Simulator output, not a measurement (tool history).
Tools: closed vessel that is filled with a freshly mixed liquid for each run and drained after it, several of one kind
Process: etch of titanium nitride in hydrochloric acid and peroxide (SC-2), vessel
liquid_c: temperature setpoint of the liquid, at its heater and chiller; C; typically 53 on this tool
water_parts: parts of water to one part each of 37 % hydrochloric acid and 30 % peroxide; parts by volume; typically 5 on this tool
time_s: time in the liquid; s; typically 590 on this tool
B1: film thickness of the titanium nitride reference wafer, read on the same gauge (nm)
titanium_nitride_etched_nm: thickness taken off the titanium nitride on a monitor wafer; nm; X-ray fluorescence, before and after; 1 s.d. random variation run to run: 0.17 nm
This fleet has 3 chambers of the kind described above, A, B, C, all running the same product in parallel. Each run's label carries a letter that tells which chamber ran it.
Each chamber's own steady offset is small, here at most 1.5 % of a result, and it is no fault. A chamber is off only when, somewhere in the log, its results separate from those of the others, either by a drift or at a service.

{"run": "1C", "hour": 7.7, "liquid_c": 53, "water_parts": 5, "time_s": 590, "B1": 110.03, "titanium_nitride_etched_nm": 28.431}
{"run": "2B", "hour": 13.9, "liquid_c": 53, "water_parts": 5, "time_s": 590, "B1": 110.05, "titanium_nitride_etched_nm": 27.853}
{"run": "3A", "hour": 25.2, "liquid_c": 53, "water_parts": 5, "time_s": 590, "B1": 109.96, "titanium_nitride_etched_nm": 27.61}
{"run": "4B", "hour": 34.7, "liquid_c": 53, "water_parts": 5, "time_s": 590, "B1": 110, "titanium_nitride_etched_nm": 27.684}
{"run": "5A", "hour": 45.4, "liquid_c": 53, "water_parts": 5, "time_s": 590, "B1": 109.99, "titanium_nitride_etched_nm": 27.365}
{"hour": 50.5, "done": "chamber C: new drum of peroxide connected"}
{"run": "6C", "hour": 50.8, "liquid_c": 53, "water_parts": 5, "time_s": 590, "B1": 110, "titanium_nitride_etched_nm": 28.309}
{"run": "7B", "hour": 58.7, "liquid_c": 53, "water_parts": 5, "time_s": 590, "B1": 110.03, "titanium_nitride_etched_nm": 27.848}
{"run": "8C", "hour": 64.0, "liquid_c": 53, "water_parts": 5, "time_s": 590, "B1": 110.02, "titanium_nitride_etched_nm": 28.215}
{"run": "9A", "hour": 74.5, "liquid_c": 53, "water_parts": 5, "time_s": 325, "B1": 110.03, "titanium_nitride_etched_nm": 15.202}
{"run": "10B", "hour": 80.7, "liquid_c": 53, "water_parts": 5, "time_s": 325, "B1": 110, "titanium_nitride_etched_nm": 15.296}
{"run": "11A", "hour": 88.6, "liquid_c": 53, "water_parts": 5, "time_s": 325, "B1": 109.99, "titanium_nitride_etched_nm": 15.192}
{"run": "12C", "hour": 94.7, "liquid_c": 53, "water_parts": 4, "time_s": 590, "B1": 109.98, "titanium_nitride_etched_nm": 32.767}
{"hour": 95.6, "done": "chamber B: chemicals flow meter replaced"}
{"run": "13C", "hour": 105.6, "liquid_c": 53, "water_parts": 4, "time_s": 590, "B1": 109.99, "titanium_nitride_etched_nm": 32.252}
{"run": "14B", "hour": 111.4, "liquid_c": 53, "water_parts": 4, "time_s": 590, "B1": 110.02, "titanium_nitride_etched_nm": 32.307}
{"run": "15A", "hour": 120.8, "liquid_c": 53, "water_parts": 5, "time_s": 590, "B1": 110, "titanium_nitride_etched_nm": 27.663}
{"hour": 124.1, "done": "chamber A: new drum of peroxide connected"}
{"run": "16A", "hour": 130.7, "liquid_c": 53, "water_parts": 5, "time_s": 590, "B1": 109.96, "titanium_nitride_etched_nm": 27.425}
{"hour": 140.9, "done": "chamber B: thermometer replaced"}
{"run": "17C", "hour": 141.3, "liquid_c": 53, "water_parts": 5, "time_s": 590, "B1": 110.04, "titanium_nitride_etched_nm": 28.041}
{"run": "18B", "hour": 150.1, "liquid_c": 53, "water_parts": 5, "time_s": 590, "B1": 110, "titanium_nitride_etched_nm": 27.473}
{"hour": 153.7, "done": "chamber C: chemicals flow meter replaced"}
{"run": "19A", "hour": 159.9, "liquid_c": 53, "water_parts": 5, "time_s": 590, "B1": 109.98, "titanium_nitride_etched_nm": 27.477}
{"run": "20B", "hour": 165.3, "liquid_c": 53, "water_parts": 5, "time_s": 590, "B1": 109.97, "titanium_nitride_etched_nm": 27.421}
{"run": "21C", "hour": 172.6, "liquid_c": 53, "water_parts": 5, "time_s": 590, "B1": 110.05, "titanium_nitride_etched_nm": 27.835}
{"run": "22C", "hour": 180.7, "liquid_c": 53, "water_parts": 5, "time_s": 590, "B1": 110, "titanium_nitride_etched_nm": 28.208}
{"run": "23A", "hour": 188.3, "liquid_c": 53, "water_parts": 5, "time_s": 590, "B1": 110.02, "titanium_nitride_etched_nm": 27.232}
{"hour": 193.0, "done": "chamber A: chemicals flow meter replaced"}
{"run": "24B", "hour": 197.8, "liquid_c": 47, "water_parts": 5, "time_s": 780, "B1": 109.95, "titanium_nitride_etched_nm": 24.507}
{"run": "25A", "hour": 205.8, "liquid_c": 47, "water_parts": 5, "time_s": 780, "B1": 109.97, "titanium_nitride_etched_nm": 24.455}

Predict what each chamber gives when all 3 of them run the settings below next.
{"run": "26A", "hour": 214.0, "liquid_c": 53, "water_parts": 5, "time_s": 590, "titanium_nitride_etched_nm": "?"}
{"run": "26B", "hour": 214.0, "liquid_c": 53, "water_parts": 5, "time_s": 590, "titanium_nitride_etched_nm": "?"}
{"run": "26C", "hour": 214.0, "liquid_c": 53, "water_parts": 5, "time_s": 590, "titanium_nitride_etched_nm": "?"}

run=26A titanium_nitride_etched_nm=27.652
run=26B titanium_nitride_etched_nm=27.544
run=26C titanium_nitride_etched_nm=28.203
